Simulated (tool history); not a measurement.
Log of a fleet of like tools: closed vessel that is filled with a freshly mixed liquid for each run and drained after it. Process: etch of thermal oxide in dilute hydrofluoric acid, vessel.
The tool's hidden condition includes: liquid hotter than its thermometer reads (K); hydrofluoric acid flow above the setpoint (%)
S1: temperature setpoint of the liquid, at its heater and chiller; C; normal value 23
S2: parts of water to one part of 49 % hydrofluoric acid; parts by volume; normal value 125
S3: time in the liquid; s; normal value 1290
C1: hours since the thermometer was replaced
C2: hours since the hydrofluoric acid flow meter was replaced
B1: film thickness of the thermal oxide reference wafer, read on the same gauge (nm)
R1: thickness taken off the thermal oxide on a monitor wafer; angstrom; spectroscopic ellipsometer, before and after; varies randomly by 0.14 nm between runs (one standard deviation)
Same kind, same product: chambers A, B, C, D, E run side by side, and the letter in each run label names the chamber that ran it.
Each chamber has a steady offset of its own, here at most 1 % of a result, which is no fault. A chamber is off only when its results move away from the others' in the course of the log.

run	day	S1	S2	S3	C1	C2	B1	R1
1D	0.267	23	125	1290	926.5	1025.6	119.99	456.56
# day 0.454: chamber B: hydrofluoric acid flow meter replaced
2B	0.475	23	125	1290	306.3	0.5	120.02	454.23
3E	0.712	23	125	1290	480.2	1596.9	120.02	452.77
4C	1.008	23	125	1290	178.2	1196.6	119.99	452.82
5A	1.167	23	125	1290	266.7	941.8	120	451.57
6D	1.396	23	70	1620	953.6	1052.7	120.03	1082.9
7C	1.708	23	70	1620	195	1213.4	119.98	1080
8B	1.875	23	70	1620	339.9	34.1	120	1072.4
9A	2.083	23	70	1620	288.7	963.8	119.99	1091
10E	2.388	23	70	1620	520.4	1637.1	120.01	1099.5
11A	2.567	23	125	1290	300.3	975.4	120	451.34
12E	2.754	23	125	1290	529.2	1645.9	119.97	453.54
13C	3.004	23	125	1290	226.1	1244.5	119.99	453.02
14D	3.217	23	125	1290	997.3	1096.4	119.99	462.12
15B	3.429	23	175	1530	377.2	71.4	120.03	365.5
16D	3.7	23	175	1530	1008.9	1108	120	370.64
17A	4.012	23	175	1530	335	1010.1	120.01	359.82
18E	4.271	23	175	1530	565.6	1682.3	119.99	359.29
19B	4.417	23	175	1530	400.9	95.1	120.03	363.22
20C	4.712	23	125	1290	267.1	1285.5	120.01	451.08
21C	4.938	23	125	1290	272.5	1290.9	120	451.39
22E	5.2	27.5	125	1290	587.9	1704.6	119.99	538.92
23B	5.446	27.5	125	1290	425.6	119.8	119.98	535.21
24A	5.596	27.5	125	1290	373	1048.1	119.99	537.07
25D	5.758	27.5	125	1290	1058.3	1157.4	120.03	554.01
26B	5.925	27.5	125	1290	437.1	131.3	120	536.79
27C	6.217	23	125	1290	303.2	1321.6	120.03	450.44
28E	6.454	23	125	1290	618	1734.7	119.97	452.78
29A	6.75	23	70	885	400.7	1075.8	120.02	594.26
30D	6.942	23	70	885	1086.7	1185.8	119.97	612.02
31D	7.221	23	70	885	1093.4	1192.5	119.98	614.68
32A	7.408	23	70	885	416.5	1091.6	119.98	596.75
# day 7.608: chamber C: hydrofluoric acid flow meter replaced
33C	7.717	23	70	885	339.2	2.6	120	586.97
34B	7.979	23	125	1290	486.4	180.6	120.01	452.93

Next, all 5 chambers run the settings below, one line each with question marks for the results. What does each chamber give?
35A	8.208	23	125	1785				?
35B	8.208	23	125	1785				?
35C	8.208	23	125	1785				?
35D	8.208	23	125	1785				?
35E	8.208	23	125	1785				?

run	R1
35A	620.2
35B	625.42
35C	621.52
35D	655.86
35E	626.13

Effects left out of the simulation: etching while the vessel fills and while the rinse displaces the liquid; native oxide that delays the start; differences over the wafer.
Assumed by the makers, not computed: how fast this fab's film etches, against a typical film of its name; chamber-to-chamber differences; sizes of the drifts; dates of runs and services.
